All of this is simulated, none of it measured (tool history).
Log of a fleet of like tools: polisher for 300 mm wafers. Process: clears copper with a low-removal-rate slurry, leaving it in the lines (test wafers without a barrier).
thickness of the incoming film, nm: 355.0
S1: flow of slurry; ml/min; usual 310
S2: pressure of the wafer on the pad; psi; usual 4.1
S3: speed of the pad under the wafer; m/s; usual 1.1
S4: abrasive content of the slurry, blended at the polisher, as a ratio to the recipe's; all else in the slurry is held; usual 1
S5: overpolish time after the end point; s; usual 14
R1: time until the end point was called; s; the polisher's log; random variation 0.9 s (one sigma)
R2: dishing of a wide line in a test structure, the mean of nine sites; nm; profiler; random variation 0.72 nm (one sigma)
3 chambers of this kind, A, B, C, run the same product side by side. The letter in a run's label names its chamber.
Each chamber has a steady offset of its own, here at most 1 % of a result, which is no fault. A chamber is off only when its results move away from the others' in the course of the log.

run   hour   S1   S2   S3    S4  S5      R1      R2
 1B    7.2  310  4.1  1.1     1  14  89.348  39.408
      13.6  -- chamber C: worn pad replaced by a new one
 2A   14.9  310  4.1  1.1     1  14  91.804  39.192
 3C   22.1  310  4.1  1.1     1  14  90.428  38.234
 4C   27.2  310  4.1  1.1     1  14  88.145  39.119
 5B   32.1  310  4.1  1.1     1  14  90.268  39.244
 6A   37.2  310  4.1  1.1  0.85  14  94.084  37.059
 7C   42.8  310  4.1  1.1  0.85  14  91.899  38.568
 8A   52.3  310  4.1  1.1  0.85  14  94.011  36.595
      60.5  -- chamber C: head pressure recalibrated
 9B   62.6  310  4.1  1.1     1  14  87.848  38.776
        68  -- chamber A: worn pad replaced by a new one
10C   71.1  310  4.1  1.1     1  14  88.529  39.025
      74.4  -- chamber B: slurry blender recalibrated
      77.4  -- chamber C: worn pad replaced by a new one
11B   80.4  310  4.1  1.1     1  14  90.282  39.028
12A   85.6  310  5.2  1.1   1.3  14  67.166  51.517
13C   90.7  310  5.2  1.1   1.3  14  65.084  48.777
14B   96.4  310  5.2  1.1   1.3  14  67.885  51.038
15A  105.5  310  4.1  1.1     1  14  90.307  37.501
16A  115.4  310  4.1  1.1     1  14  90.026  38.017
17B    122  310  4.1  1.1     1  14  91.498   38.93
18C    128  310  4.1  1.1  0.85   7  92.963  20.295
19B  135.1  310  4.1  1.1  0.85   7  93.946  20.158
20A  145.4  310  4.1  1.1  0.85   7  91.682  19.881
     148.5  -- chamber C: worn pad replaced by a new one
21C  150.2  310  4.1  1.1     1  14  88.896  39.423
     154.8  -- chamber A: worn pad replaced by a new one
22B  159.3  310  4.1  1.1     1  14  92.569  37.541
23A    168  310  4.1  1.1     1  14  89.672  38.024
24C    174  310  4.1  1.1     1  14  88.873  38.789
25A  183.3  310  4.1  1.1     1  14  90.177  37.791
26B  192.7  310  4.1  1.1     1  14  96.205  36.526
27C  197.3  310  3.2  1.1     1  14  112.91  29.941
28B  206.2  310  3.2  1.1     1  14  122.99  28.962
     210.2  -- chamber C: worn pad replaced by a new one
29C  211.4  310  3.2  1.1     1  14  113.34  30.807
     215.1  -- chamber B: slurry nozzle cleaned
30A  219.5  310  4.1  1.1     1  14  90.905   39.14
     223.6  -- chamber A: slurry nozzle cleaned
31B  229.4  310  4.1  1.1     1  14  96.851  36.197
32A  234.8  310  4.1  1.1     1  14  89.175  38.616
33C    242  310  4.1  1.1     1  14  88.764   38.68
34C  252.2  310  4.1  1.1     1  14  88.873  39.318
35B  261.5  310  4.1  1.1     1  14  98.549  36.816

Next, every chamber runs the same settings. What will each give?
36A  269.2  310  4.1  1.1   1  14   ?   ?
36B  269.2  310  4.1  1.1   1  14   ?   ?
36C  269.2  310  4.1  1.1   1  14   ?   ?

run      R1      R2
36A  91.245  38.483
36B  98.731  35.113
36C  88.867  38.222
